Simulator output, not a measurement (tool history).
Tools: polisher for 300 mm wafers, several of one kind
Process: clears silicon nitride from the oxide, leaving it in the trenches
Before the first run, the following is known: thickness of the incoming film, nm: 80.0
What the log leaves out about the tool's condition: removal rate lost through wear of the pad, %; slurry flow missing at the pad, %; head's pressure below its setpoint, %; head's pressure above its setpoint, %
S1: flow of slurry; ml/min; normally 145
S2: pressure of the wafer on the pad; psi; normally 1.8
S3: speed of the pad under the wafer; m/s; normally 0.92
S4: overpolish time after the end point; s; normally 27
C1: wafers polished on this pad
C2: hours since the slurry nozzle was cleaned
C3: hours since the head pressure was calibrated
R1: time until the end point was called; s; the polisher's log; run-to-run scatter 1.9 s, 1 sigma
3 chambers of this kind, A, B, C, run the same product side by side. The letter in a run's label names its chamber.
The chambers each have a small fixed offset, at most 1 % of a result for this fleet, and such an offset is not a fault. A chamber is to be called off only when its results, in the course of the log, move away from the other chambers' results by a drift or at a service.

| run | hour | S1 | S2 | S3 | S4 | C1 | C2 | C3 | R1 |
|---|---|---|---|---|---|---|---|---|---|
| 1B | 6.8 | 145 | 1.8 | 0.92 | 27 | 508 | 291.2 | 489.6 | 147.73 |
| 2C | 10.5 | 145 | 1.8 | 0.92 | 27 | 685 | 159.1 | 543.1 | 147.9 |
|  | 14.5 | chamber C: worn pad replaced by a new one |
| 3A | 15.8 | 145 | 1.8 | 0.92 | 27 | 470 | 498.1 | 728.6 | 149.55 |
| 4C | 20.8 | 145 | 1.8 | 0.92 | 27 | 27 | 169.4 | 553.4 | 147.54 |
| 5B | 24.3 | 145 | 1.8 | 0.92 | 27 | 584 | 308.7 | 507.1 | 147.76 |
| 6A | 30.8 | 145 | 1.8 | 0.92 | 27 | 535 | 513.1 | 743.6 | 147.55 |
| 7B | 34.7 | 145 | 1.8 | 0.92 | 27 | 629 | 319.1 | 517.5 | 144.7 |
| 8A | 39.8 | 145 | 1.8 | 0.92 | 27 | 574 | 522.1 | 752.6 | 149.73 |
| 9C | 47.4 | 145 | 1.8 | 0.92 | 27 | 142 | 196 | 580 | 147.36 |
| 10A | 52.5 | 145 | 1.8 | 0.92 | 27 | 628 | 534.8 | 765.3 | 149.94 |
| 11C | 57.6 | 145 | 1.8 | 0.92 | 27 | 186 | 206.2 | 590.2 | 147.15 |
| 12B | 63.4 | 145 | 1.8 | 0.92 | 27 | 753 | 347.8 | 546.2 | 145.78 |
| 13C | 69.5 | 145 | 1.8 | 0.92 | 27 | 237 | 218.1 | 602.1 | 147.07 |
|  | 72.6 | chamber A: head pressure recalibrated |
| 14B | 72.8 | 145 | 1.8 | 0.92 | 27 | 793 | 357.2 | 555.6 | 145.5 |
| 15A | 78.5 | 145 | 1.8 | 0.92 | 27 | 741 | 560.8 | 6 | 161.02 |
|  | 78.9 | chamber B: worn pad replaced by a new one |
| 16B | 83.7 | 145 | 1.8 | 0.92 | 15 | 20 | 368.1 | 566.5 | 145.52 |
|  | 86.9 | chamber A: worn pad replaced by a new one |
| 17C | 88.7 | 145 | 1.8 | 0.92 | 15 | 320 | 237.3 | 621.3 | 149.17 |
| 18A | 96 | 145 | 1.8 | 0.92 | 15 | 39 | 578.3 | 23.5 | 159.9 |
| 19A | 102.4 | 145 | 1.8 | 0.92 | 27 | 67 | 584.7 | 29.9 | 161.52 |
| 20C | 109.9 | 145 | 1.8 | 0.92 | 27 | 412 | 258.5 | 642.5 | 149.41 |
| 21B | 113.8 | 145 | 1.8 | 0.92 | 27 | 150 | 398.2 | 596.6 | 146.89 |
| 22C | 118.2 | 145 | 1.8 | 0.92 | 27 | 448 | 266.8 | 650.8 | 150.2 |
| 23B | 122 | 145 | 1.8 | 0.92 | 27 | 186 | 406.4 | 604.8 | 144.18 |
| 24A | 126.3 | 145 | 1.8 | 0.92 | 27 | 170 | 608.6 | 53.8 | 163.32 |
| 25B | 131.8 | 145 | 1.8 | 0.92 | 27 | 228 | 416.2 | 614.6 | 146.95 |
|  | 133.3 | chamber B: slurry nozzle cleaned |
| 26C | 136.5 | 145 | 1.8 | 0.92 | 27 | 527 | 285.1 | 669.1 | 146.48 |
| 27A | 141.6 | 145 | 1.8 | 0.92 | 27 | 236 | 623.9 | 69.1 | 158.58 |
| 28C | 147.5 | 145 | 1.8 | 0.92 | 27 | 574 | 296.1 | 680.1 | 146.97 |
| 29B | 152 | 145 | 1.8 | 0.92 | 27 | 315 | 18.7 | 634.8 | 145.26 |
| 30A | 159.4 | 115 | 1.8 | 0.92 | 36 | 313 | 641.7 | 86.9 | 168.29 |
| 31A | 163.6 | 115 | 1.8 | 0.92 | 36 | 331 | 645.9 | 91.1 | 167.72 |
| 32B | 170.7 | 115 | 1.8 | 0.92 | 36 | 396 | 37.4 | 653.5 | 151.3 |
| 33C | 177.5 | 145 | 1.8 | 0.92 | 27 | 704 | 326.1 | 710.1 | 143.53 |
| 34C | 184.3 | 145 | 1.8 | 0.92 | 27 | 733 | 332.9 | 716.9 | 146.9 |
| 35A | 191.1 | 145 | 1.8 | 0.92 | 27 | 450 | 673.4 | 118.6 | 163.93 |
| 36B | 194.5 | 145 | 1.8 | 0.92 | 27 | 499 | 61.2 | 677.3 | 146.09 |

Next, every chamber runs the same settings. What will each give?
| 37A | 200 | 145 | 1.2 | 0.92 | 27 |  |  |  | ? |
| 37B | 200 | 145 | 1.2 | 0.92 | 27 |  |  |  | ? |
| 37C | 200 | 145 | 1.2 | 0.92 | 27 |  |  |  | ? |

| run | R1 |
|---|---|
| 37A | 248.05 |
| 37B | 223.2 |
| 37C | 226.16 |
